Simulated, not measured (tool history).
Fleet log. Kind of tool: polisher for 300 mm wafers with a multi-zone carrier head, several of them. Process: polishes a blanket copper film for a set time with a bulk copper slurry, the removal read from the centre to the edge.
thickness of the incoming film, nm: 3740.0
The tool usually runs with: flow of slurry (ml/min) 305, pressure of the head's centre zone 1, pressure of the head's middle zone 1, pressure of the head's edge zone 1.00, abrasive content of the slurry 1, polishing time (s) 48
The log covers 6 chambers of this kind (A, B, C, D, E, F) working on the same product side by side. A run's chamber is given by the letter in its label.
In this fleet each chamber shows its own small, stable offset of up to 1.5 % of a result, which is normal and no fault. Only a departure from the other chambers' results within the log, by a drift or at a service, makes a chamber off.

run    day  flow of slurry (ml/min)  pressure of the head's centre zone  pressure of the head's middle zone  pressure of the head's edge zone  abrasive content of the slurry  polishing time (s)  film removed at the wafer's centre (Å)  film removed at mid-radius (Å)  film removed at the wafer's edge (Å)
 1E  0.167                      305                                   1                                   1                              1.00                               1                  48                                  8840.2                          8886.2                                8608.5
     0.192  -- chamber F: centre zone pressure recalibrated
 2B  0.342                      305                                   1                                   1                              1.00                               1                  48                                  8974.8                          8945.0                                9030.8
 3F  0.538                      305                                   1                                   1                              1.00                               1                  48                                  8710.0                          8740.5                                8735.6
 4D  0.742                      305                                   1                                   1                              1.00                               1                  48                                  8898.6                          8927.9                                9047.5
     0.804  -- chamber F: slurry nozzle cleaned
 5C  0.900                      305                                   1                                   1                              1.00                               1                  63                                 11538.0                         11513.0                               11244.0
 6A  1.108                      305                                   1                                   1                              1.00                               1                  63                                 11571.0                         11699.0                               11550.0
 7E  1.267                      305                                   1                                   1                              1.00                               1                  63                                 11465.0                         11478.0                               11397.0
 8B  1.471                      305                                   1                                   1                              1.00                               1                  63                                 11346.0                         11629.0                               11696.0
     1.592  -- chamber B: slurry nozzle cleaned
 9D  1.621                      305                                   1                                   1                              1.00                               1                  63                                 11653.0                         11773.0                               11512.0
     1.692  -- chamber F: worn pad replaced by a new one
10F  1.779                      305                                   1                                   1                              1.00                               1                  63                                 11537.0                         11572.0                               12090.0
     1.875  -- chamber A: centre zone pressure recalibrated
11A  1.967                      305                                   1                                   1                              1.00                               1                  48                                  8924.2                          8884.9                                8816.1
     2.050  -- chamber C: worn pad replaced by a new one
12C  2.096                      305                                   1                                   1                              1.00                               1                  48                                  8750.2                          8862.6                                8587.7
13D  2.200                      305                                   1                                   1                              1.00                               1                  48                                  8868.1                          8993.3                                8965.7
14B  2.292                      305                                   1                                   1                              1.00                               1                  48                                  8685.2                          8970.3                                8939.1
15E  2.421                      305                                   1                                   1                              1.00                               1                  48                                  8778.8                          8883.0                                8534.1
     2.442  -- chamber E: slurry nozzle cleaned
16A  2.525                      305                                   1                                   1                              1.00                               1                  48                                  8817.0                          8778.0                                8799.6
17F  2.638                      305                                   1                                   1                              1.00                               1                  48                                  8875.7                          8821.0                                8834.3
18C  2.754                      305                                   1                                   1                              1.00                               1                  48                                  8858.7                          8866.7                                8852.7
     2.788  -- chamber A: slurry nozzle cleaned
     2.938  -- chamber A: worn pad replaced by a new one
19D  2.942                      305                                   1                                   1                              1.00                               1                  48                                  8958.5                          8884.6                                8830.6
20B  3.112                      305                                   1                                   1                              1.00                               1                  48                                  8557.3                          8980.7                                8953.7
21F  3.321                      305                                   1                                   1                              0.93                               1                  48                                  8710.4                          8906.7                                8813.8
22C  3.462                      305                                   1                                   1                              0.93                               1                  48                                  8919.0                          8763.8                                8406.5
23A  3.558                      305                                   1                                   1                              0.93                               1                  48                                  8953.1                          8870.1                                8552.6
24E  3.704                      305                                   1                                   1                              0.93                               1                  48                                  8700.5                          8859.3                                8471.6
25B  3.854                      305                                   1                                   1                              0.93                               1                  48                                  8438.0                          8985.5                                8642.2
26F  4.017                      305                                   1                                   1                              0.93                               1                  48                                  8752.5                          8756.9                                8660.7
27A  4.175                      305                                   1                                   1                              1.00                               1                  38                                  6919.2                          7041.0                                7119.9
28C  4.304                      305                                   1                                   1                              1.00                               1                  38                                  7004.4                          6963.6                                6799.9
29D  4.417                      305                                   1                                   1                              1.00                               1                  38                                  6936.3                          7027.3                                7069.5
30E  4.567                      305                                   1                                   1                              1.00                               1                  38                                  6967.0                          6934.0                                6931.3
31F  4.721                      305                                   1                                   1                              1.00                               1                  38                                  6997.5                          6930.5                                7045.9
32B  4.917                      305                                   1                                   1                              1.00                               1                  38                                  6591.5                          7062.7                                7215.7
     4.929  -- chamber F: worn pad replaced by a new one
33D  5.092                      305                                   1                                   1                              1.00                               1                  48                                  9141.8                          8965.0                                8980.2
34C  5.229                      305                                   1                                   1                              1.00                               1                  48                                  8917.9                          8818.0                                8712.0
35E  5.362                      305                                   1                                   1                              1.00                               1                  48                                  8801.5                          8754.4                                8539.7
36A  5.467                      305                                   1                                   1                              1.00                               1                  48                                  8813.9                          8920.3                                9043.7
37E  5.625                      305                                   1                                   1                              1.00                               1                  48                                  8826.7                          8835.7                                8630.8
     5.629  -- chamber D: worn pad replaced by a new one
38B  5.754                      305                                   1                                   1                              1.00                               1                  48                                  8118.2                          8871.8                                9072.2
39F  5.921                      305                                   1                                   1                              1.00                               1                  48                                  8781.0                          8757.5                                8813.1
40D  6.121                      305                                   1                                   1                              1.00                               1                  48                                  8835.8                          8959.8                                8912.4
41A  6.312                      305                                   1                                   1                              1.00                               1                  48                                  9050.7                          8937.4                                8885.9

Is one chamber off against the others, does the gauge drift, or is nothing wrong? If a chamber is off, say which, and what the likeliest cause is.

Little by little, chamber B moves away from the other chambers.
Likeliest cause: centre zone's pressure below its setpoint, % = 8.2.

Which of the 4 candidates below, each the usual settings with something changed and its results left as question marks, puts chamber B back in line with what the other chambers give on the usual settings?
Maximum distance from the other chambers' mean on the usual settings for a result to count as in line: film removed at the wafer's centre (Å) 300.0; film removed at mid-radius (Å) 230.0; film removed at the wafer's edge (Å) 390.0
42B-1  6.462                      315                                1.15                                0.97                              0.95                               1                  48                                       ?                               ?                                     ?
42B-2  6.462                      300                                0.92                                1.02                              1.03                               1                  48                                       ?                               ?                                     ?
42B-3  6.462                      295                                0.87                                1.03                              1.04                               1                  48                                       ?                               ?                                     ?
42B-4  6.462                      310                                1.08                                0.98                              0.97                               1                  48                                       ?                               ?                                     ?

Usual-settings mean across the other chambers: film removed at the wafer's centre (Å) 8851.0; film removed at mid-radius (Å) 8839.8; film removed at the wafer's edge (Å) 8821.9
  run  film removed at the wafer's centre (Å)  film removed at mid-radius (Å)  film removed at the wafer's edge (Å)
42B-1                                  9456.4                          8724.5                                8749.8
42B-2                                  7334.0                          9099.8                                9084.6
42B-3                                  6870.3                          9168.2                                9118.3
42B-4                                  8807.2                          8795.8                                8832.0
The answer is 42B-4, which returns the chamber to within the allowed miss of the others.
